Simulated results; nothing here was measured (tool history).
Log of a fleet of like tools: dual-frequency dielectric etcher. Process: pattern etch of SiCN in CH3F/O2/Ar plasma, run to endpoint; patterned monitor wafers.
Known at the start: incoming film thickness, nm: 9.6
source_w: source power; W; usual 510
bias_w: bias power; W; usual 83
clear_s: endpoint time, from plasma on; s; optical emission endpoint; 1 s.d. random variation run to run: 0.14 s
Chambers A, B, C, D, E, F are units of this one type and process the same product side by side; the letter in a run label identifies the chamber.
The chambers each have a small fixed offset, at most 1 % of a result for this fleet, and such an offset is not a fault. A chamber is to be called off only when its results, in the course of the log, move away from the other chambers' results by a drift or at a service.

{"run": "1B", "day": 0.217, "source_w": 510, "bias_w": 83, "clear_s": 22.424}
{"day": 0.262, "done": "chamber F: wet clean of the chamber"}
{"run": "2D", "day": 0.408, "source_w": 510, "bias_w": 83, "clear_s": 22.078}
{"run": "3A", "day": 0.596, "source_w": 510, "bias_w": 83, "clear_s": 21.943}
{"run": "4C", "day": 0.821, "source_w": 510, "bias_w": 83, "clear_s": 22.175}
{"run": "5E", "day": 0.979, "source_w": 510, "bias_w": 83, "clear_s": 22.051}
{"run": "6F", "day": 1.112, "source_w": 510, "bias_w": 83, "clear_s": 22.26}
{"run": "7F", "day": 1.292, "source_w": 510, "bias_w": 83, "clear_s": 22.362}
{"run": "8A", "day": 1.442, "source_w": 390, "bias_w": 99, "clear_s": 23.255}
{"run": "9E", "day": 1.679, "source_w": 390, "bias_w": 99, "clear_s": 22.923}
{"run": "10D", "day": 1.833, "source_w": 390, "bias_w": 99, "clear_s": 22.862}
{"run": "11B", "day": 1.988, "source_w": 390, "bias_w": 99, "clear_s": 22.934}
{"run": "12C", "day": 2.121, "source_w": 390, "bias_w": 99, "clear_s": 22.849}
{"run": "13B", "day": 2.267, "source_w": 390, "bias_w": 99, "clear_s": 22.817}
{"run": "14F", "day": 2.483, "source_w": 510, "bias_w": 68, "clear_s": 23.569}
{"run": "15D", "day": 2.688, "source_w": 510, "bias_w": 68, "clear_s": 23.639}
{"run": "16C", "day": 2.825, "source_w": 510, "bias_w": 68, "clear_s": 24.13}
{"run": "17E", "day": 3.017, "source_w": 510, "bias_w": 68, "clear_s": 23.686}
{"run": "18A", "day": 3.242, "source_w": 510, "bias_w": 68, "clear_s": 24.156}
{"run": "19D", "day": 3.408, "source_w": 510, "bias_w": 68, "clear_s": 23.594}
{"run": "20E", "day": 3.658, "source_w": 510, "bias_w": 83, "clear_s": 22.392}
{"run": "21F", "day": 3.792, "source_w": 510, "bias_w": 83, "clear_s": 22.247}
{"run": "22A", "day": 4.033, "source_w": 510, "bias_w": 83, "clear_s": 22.505}
{"run": "23C", "day": 4.225, "source_w": 510, "bias_w": 83, "clear_s": 22.143}
{"day": 4.242, "done": "chamber C: wet clean of the chamber"}
{"run": "24B", "day": 4.45, "source_w": 470, "bias_w": 99, "clear_s": 21.534}
{"run": "25C", "day": 4.6, "source_w": 470, "bias_w": 99, "clear_s": 20.867}
{"day": 4.608, "done": "chamber B: wet clean of the chamber"}
{"run": "26E", "day": 4.829, "source_w": 470, "bias_w": 99, "clear_s": 21.513}
{"run": "27B", "day": 4.975, "source_w": 470, "bias_w": 99, "clear_s": 21.47}
{"run": "28A", "day": 5.15, "source_w": 470, "bias_w": 99, "clear_s": 21.649}
{"run": "29F", "day": 5.392, "source_w": 470, "bias_w": 99, "clear_s": 21.519}
{"run": "30D", "day": 5.546, "source_w": 510, "bias_w": 83, "clear_s": 22.225}
{"run": "31F", "day": 5.683, "source_w": 510, "bias_w": 83, "clear_s": 22.247}
{"run": "32B", "day": 5.829, "source_w": 510, "bias_w": 83, "clear_s": 22.288}
{"run": "33C", "day": 6.038, "source_w": 510, "bias_w": 83, "clear_s": 21.763}
{"run": "34E", "day": 6.171, "source_w": 510, "bias_w": 83, "clear_s": 21.961}
{"run": "35D", "day": 6.321, "source_w": 510, "bias_w": 83, "clear_s": 22.302}
{"run": "36A", "day": 6.462, "source_w": 510, "bias_w": 83, "clear_s": 22.146}
{"run": "37D", "day": 6.658, "source_w": 510, "bias_w": 83, "clear_s": 22.25}

The same settings go to every chamber for the next run, one line per chamber below. Forecast the results for each:
{"run": "38A", "day": 6.85, "source_w": 510, "bias_w": 83, "clear_s": "?"}
{"run": "38B", "day": 6.85, "source_w": 510, "bias_w": 83, "clear_s": "?"}
{"run": "38C", "day": 6.85, "source_w": 510, "bias_w": 83, "clear_s": "?"}
{"run": "38D", "day": 6.85, "source_w": 510, "bias_w": 83, "clear_s": "?"}
{"run": "38E", "day": 6.85, "source_w": 510, "bias_w": 83, "clear_s": "?"}
{"run": "38F", "day": 6.85, "source_w": 510, "bias_w": 83, "clear_s": "?"}

run=38A clear_s=22.35
run=38B clear_s=22.396
run=38C clear_s=21.489
run=38D clear_s=22.001
run=38E clear_s=21.895
run=38F clear_s=22.22
